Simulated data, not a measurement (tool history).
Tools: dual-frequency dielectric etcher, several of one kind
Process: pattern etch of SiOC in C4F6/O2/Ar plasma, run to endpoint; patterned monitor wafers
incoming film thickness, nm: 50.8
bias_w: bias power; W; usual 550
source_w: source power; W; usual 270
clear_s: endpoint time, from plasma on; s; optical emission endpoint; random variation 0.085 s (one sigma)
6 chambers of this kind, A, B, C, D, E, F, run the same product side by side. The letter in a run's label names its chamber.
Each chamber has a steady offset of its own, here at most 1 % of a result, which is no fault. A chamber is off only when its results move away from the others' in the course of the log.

Run 1E, hour 7.0: usual settings. Result: clear_s 19.033 s.
Run 2C, hour 14.2: usual settings. Result: clear_s 19.210 s.
Run 3D, hour 20.2: usual settings. Result: clear_s 18.930 s.
Run 4B, hour 30.1: usual settings. Result: clear_s 18.890 s.
Run 5A, hour 41.4: usual settings. Result: clear_s 19.022 s.
Run 6F, hour 47.5: usual settings. Result: clear_s 18.915 s.
Run 7B, hour 57.6: usual settings. Result: clear_s 18.910 s.
Run 8C, hour 65.4: usual settings. Result: clear_s 19.223 s.
Run 9F, hour 77.9: usual settings. Result: clear_s 19.165 s.
Run 10E, hour 87.0: usual settings. Result: clear_s 18.827 s.
Run 11A, hour 99.7: usual settings. Result: clear_s 19.186 s.
Run 12D, hour 106.8: usual settings. Result: clear_s 19.070 s.
Run 13B, hour 116.6: usual settings but source_w 320 W. Result: clear_s 17.833 s.
Run 14E, hour 123.3: usual settings but source_w 320 W. Result: clear_s 17.802 s.
Run 15F, hour 134.4: usual settings but source_w 320 W. Result: clear_s 17.794 s.
Run 16C, hour 146.4: usual settings but source_w 320 W. Result: clear_s 17.926 s.
At hour 153.9: chamber E: wet clean of the chamber.
Run 17A, hour 157.6: usual settings but source_w 320 W. Result: clear_s 18.043 s.
Run 18D, hour 168.2: usual settings but source_w 320 W. Result: clear_s 17.941 s.
Run 19D, hour 178.6: usual settings. Result: clear_s 18.919 s.
Run 20E, hour 187.1: usual settings. Result: clear_s 18.906 s.
Run 21F, hour 193.4: usual settings but bias_w 630 W. Result: clear_s 18.029 s.
Run 22B, hour 201.5: usual settings but bias_w 630 W. Result: clear_s 17.980 s.
Run 23C, hour 213.2: usual settings but bias_w 630 W. Result: clear_s 18.299 s.
Run 24A, hour 221.0: usual settings but bias_w 630 W. Result: clear_s 18.389 s.
Run 25D, hour 227.6: usual settings but bias_w 630 W. Result: clear_s 17.987 s.
Run 26B, hour 234.7: usual settings but bias_w 630 W. Result: clear_s 17.890 s.
Run 27C, hour 246.7: usual settings. Result: clear_s 19.097 s.
Run 28E, hour 258.1: usual settings. Result: clear_s 19.134 s.
At hour 262.1: chamber F: wet clean of the chamber.
Run 29F, hour 264.2: usual settings but source_w 320 W. Result: clear_s 17.891 s.
Run 30A, hour 274.9: usual settings but source_w 320 W. Result: clear_s 18.395 s.
Run 31E, hour 282.3: usual settings but source_w 320 W. Result: clear_s 17.948 s.
Run 32D, hour 291.7: usual settings but source_w 320 W. Result: clear_s 17.799 s.
Run 33B, hour 303.6: usual settings but source_w 320 W. Result: clear_s 17.853 s.
Run 34C, hour 311.6: usual settings but source_w 320 W. Result: clear_s 18.042 s.
Run 35A, hour 322.5: usual settings. Result: clear_s 19.880 s.
Run 36F, hour 333.4: usual settings. Result: clear_s 18.992 s.
Run 37E, hour 340.6: usual settings. Result: clear_s 19.056 s.
Run 38B, hour 348.8: usual settings but bias_w 440 W. Result: clear_s 20.646 s.
Run 39A, hour 360.6: usual settings but bias_w 440 W. Result: clear_s 21.728 s.
Run 40F, hour 371.3: usual settings but bias_w 440 W. Result: clear_s 20.718 s.

All 6 chambers run these settings next. Forecast each chamber's results:
Run 41A, hour 380.7: usual settings. Result: clear_s ?.
Run 41B, hour 380.7: usual settings. Result: clear_s ?.
Run 41C, hour 380.7: usual settings. Result: clear_s ?.
Run 41D, hour 380.7: usual settings. Result: clear_s ?.
Run 41E, hour 380.7: usual settings. Result: clear_s ?.
Run 41F, hour 380.7: usual settings. Result: clear_s ?.

run  clear_s
41A   20.370
41B   18.971
41C   19.159
41D   19.009
41E   19.045
41F   18.907

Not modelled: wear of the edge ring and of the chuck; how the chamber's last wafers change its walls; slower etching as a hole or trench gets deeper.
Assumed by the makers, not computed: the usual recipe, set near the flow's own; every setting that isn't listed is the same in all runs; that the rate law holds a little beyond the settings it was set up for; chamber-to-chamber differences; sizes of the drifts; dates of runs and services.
